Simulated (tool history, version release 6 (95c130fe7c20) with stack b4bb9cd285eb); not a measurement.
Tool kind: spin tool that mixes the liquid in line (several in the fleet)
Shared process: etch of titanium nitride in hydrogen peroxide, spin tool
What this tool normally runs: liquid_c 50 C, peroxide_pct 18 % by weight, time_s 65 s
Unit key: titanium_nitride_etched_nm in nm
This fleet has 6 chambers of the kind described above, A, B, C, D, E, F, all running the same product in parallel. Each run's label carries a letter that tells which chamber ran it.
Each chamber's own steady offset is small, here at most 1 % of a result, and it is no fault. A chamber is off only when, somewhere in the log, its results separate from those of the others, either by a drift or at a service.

run	hour	liquid_c	peroxide_pct	time_s	read-back film thickness of the titanium nitride reference wafer, read on the same gauge (nm)	titanium_nitride_etched_nm
1D	7.2	50	18	65	100.01	4.8686
# hour 14.3: chamber D: thermometer replaced
2F	14.8	50	18	65	99.98	4.7673
3B	26.6	50	18	65	99.987	4.7519
4A	36.7	50	18	65	99.968	4.9361
5C	47.5	50	18	65	99.989	4.8511
6E	58.2	50	18	65	99.993	4.838
# hour 68.8: chamber C: peroxide flow meter replaced
7D	68.9	50	18	65	100	4.7563
# hour 69.7: chamber E: new drum of peroxide connected
# hour 70.3: chamber A: peroxide flow meter replaced
8F	82.2	50	18	65	100.02	4.8266
9E	95.1	50	18	65	100.05	4.8648
# hour 101.6: chamber B: peroxide flow meter replaced
10B	106.2	50	18	65	100	4.8726
11A	117.5	50	18	65	100.01	4.802
12C	127.1	50	16.5	65	99.999	4.8152
13A	138.7	50	16.5	65	99.977	4.6883
# hour 138.8: chamber F: heated supply line repaired
14F	147.7	50	16.5	65	100.03	4.7667
15C	157.5	50	16.5	65	99.994	4.7321
# hour 158.1: chamber E: thermometer replaced
# hour 164.9: chamber C: heated supply line repaired
16E	170.8	50	16.5	65	99.999	4.7513
17D	179.1	50	16.5	65	100.01	4.7537
18B	186.8	50	18	65	100.02	4.84
19F	193.5	50	22	55	99.99	4.2202
20A	206.5	50	22	55	99.996	4.2856
# hour 217: chamber C: thermometer replaced
21C	217.5	50	22	55	100	4.2474
22B	227.7	50	22	55	99.988	4.3585
23E	237.8	50	22	55	99.997	4.2363
# hour 240.5: chamber B: new drum of peroxide connected
24D	249.4	50	22	55	100	4.1833
25B	257.6	50	18	65	99.974	4.9952
26C	264.4	50	18	65	100.02	4.7777
27F	273.2	50	18	65	99.997	4.7674
28A	280.1	54	18	65	99.997	6.364
29D	290	54	18	65	100	6.3572
30E	300.6	54	18	65	99.988	6.4312
31C	313.3	54	18	65	99.998	6.4063
32E	324.5	54	18	65	99.993	6.4095
33B	333.5	54	18	65	100.01	6.7441
34D	342.7	50	18	65	99.984	4.8323
35A	354.7	50	21.5	105	99.983	8.2504
36F	362.8	50	21.5	105	100.01	8.0517
37F	374.5	50	21.5	105	99.982	7.983
38E	387.1	50	21.5	105	100.01	8.0552
39B	396.9	50	21.5	105	100	8.7781
40C	409.2	50	21.5	105	100.01	8.0852
41D	417.4	42.5	18	65	99.992	2.7732
42A	430.7	42.5	18	65	99.992	2.7141
43E	438.5	42.5	18	65	100.02	2.7462

Which is it: a chamber that has drifted or been left off by a service, a gauge drift common to all chambers, or only each chamber's usual small offset? If a chamber is off, name it and its likeliest cause.

Little by little, chamber B moves away from the other chambers.
Cause: liquid hotter than its thermometer reads (K) = 1.19.

Which of the 4 candidates below, each the usual settings with something changed and its results left as question marks, puts chamber B back in line with what the other chambers give on the usual settings?
To be in line, a result may differ from the other chambers' mean on the usual settings by at most: titanium_nitride_etched_nm 0.15 nm
44B-1	448.2	50.5	18	65		?
44B-2	448.2	50	18	60		?
44B-3	448.2	50	25.5	65		?
44B-4	448.2	49.5	18	65		?

Usual-settings mean across the other chambers: titanium_nitride_etched_nm 4.82 nm
run	titanium_nitride_etched_nm
44B-1	5.4714
44B-2	4.8694
44B-3	5.6837
44B-4	5.0854
With 44B-2, the chamber falls back in line with the rest.
